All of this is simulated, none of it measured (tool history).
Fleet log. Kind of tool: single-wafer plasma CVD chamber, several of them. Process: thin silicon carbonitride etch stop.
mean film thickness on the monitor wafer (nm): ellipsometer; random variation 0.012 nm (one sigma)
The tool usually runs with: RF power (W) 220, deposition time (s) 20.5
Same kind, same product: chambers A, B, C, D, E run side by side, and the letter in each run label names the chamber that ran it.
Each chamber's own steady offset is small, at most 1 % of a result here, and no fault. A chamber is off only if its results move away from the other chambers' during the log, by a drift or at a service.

run	day	RF power (W)	deposition time (s)	read-back reference wafer on the same gauge, thickness_nm	mean film thickness on the monitor wafer (nm)
1B	0.158	220	20.5	11.302	11.901
2A	0.300	220	20.5	11.303	12.112
3E	0.467	220	20.5	11.305	12.136
4C	0.721	220	20.5	11.304	12.085
5D	0.958	220	20.5	11.305	12.012
6E	1.100	220	20.5	11.311	12.145
7B	1.358	220	20.5	11.306	11.903
8D	1.542	220	20.5	11.314	12.014
9C	1.712	220	20.5	11.317	12.101
10A	1.846	220	20.5	11.316	12.118
11D	2.000	220	20.5	11.315	12.015
12C	2.192	220	20.5	11.317	12.129
13A	2.383	220	20.5	11.316	12.142
14B	2.579	220	20.5	11.320	11.933
15E	2.704	220	20.5	11.318	12.162
# day 2.888: chamber B: RF generator calibrated
16E	2.971	220	20.5	11.322	12.145
17A	3.233	220	20.5	11.327	12.141
18C	3.408	220	20.5	11.326	12.113
19B	3.633	220	20.5	11.329	11.938
20D	3.833	220	20.5	11.328	12.029
21B	4.038	220	20.5	11.332	11.944
22D	4.154	220	20.5	11.328	12.036
23C	4.362	220	20.5	11.335	12.122
24A	4.567	220	20.5	11.335	12.157
25E	4.800	220	20.5	11.337	12.172
26D	4.921	220	20.5	11.337	12.038
27A	5.079	220	20.5	11.339	12.154
28C	5.312	220	20.5	11.341	12.134
29E	5.438	220	20.5	11.339	12.184
30B	5.579	220	20.5	11.342	11.957
31B	5.825	220	20.5	11.344	11.973
32E	6.083	220	20.5	11.346	12.188
33C	6.275	220	20.5	11.349	12.142

Predict what each chamber gives when all 5 of them run the settings below next.
34A	6.467	220	18.2		?
34B	6.467	220	18.2		?
34C	6.467	220	18.2		?
34D	6.467	220	18.2		?
34E	6.467	220	18.2		?

run	mean film thickness on the monitor wafer (nm)
34A	10.803
34B	10.597
34C	10.766
34D	10.700
34E	10.823

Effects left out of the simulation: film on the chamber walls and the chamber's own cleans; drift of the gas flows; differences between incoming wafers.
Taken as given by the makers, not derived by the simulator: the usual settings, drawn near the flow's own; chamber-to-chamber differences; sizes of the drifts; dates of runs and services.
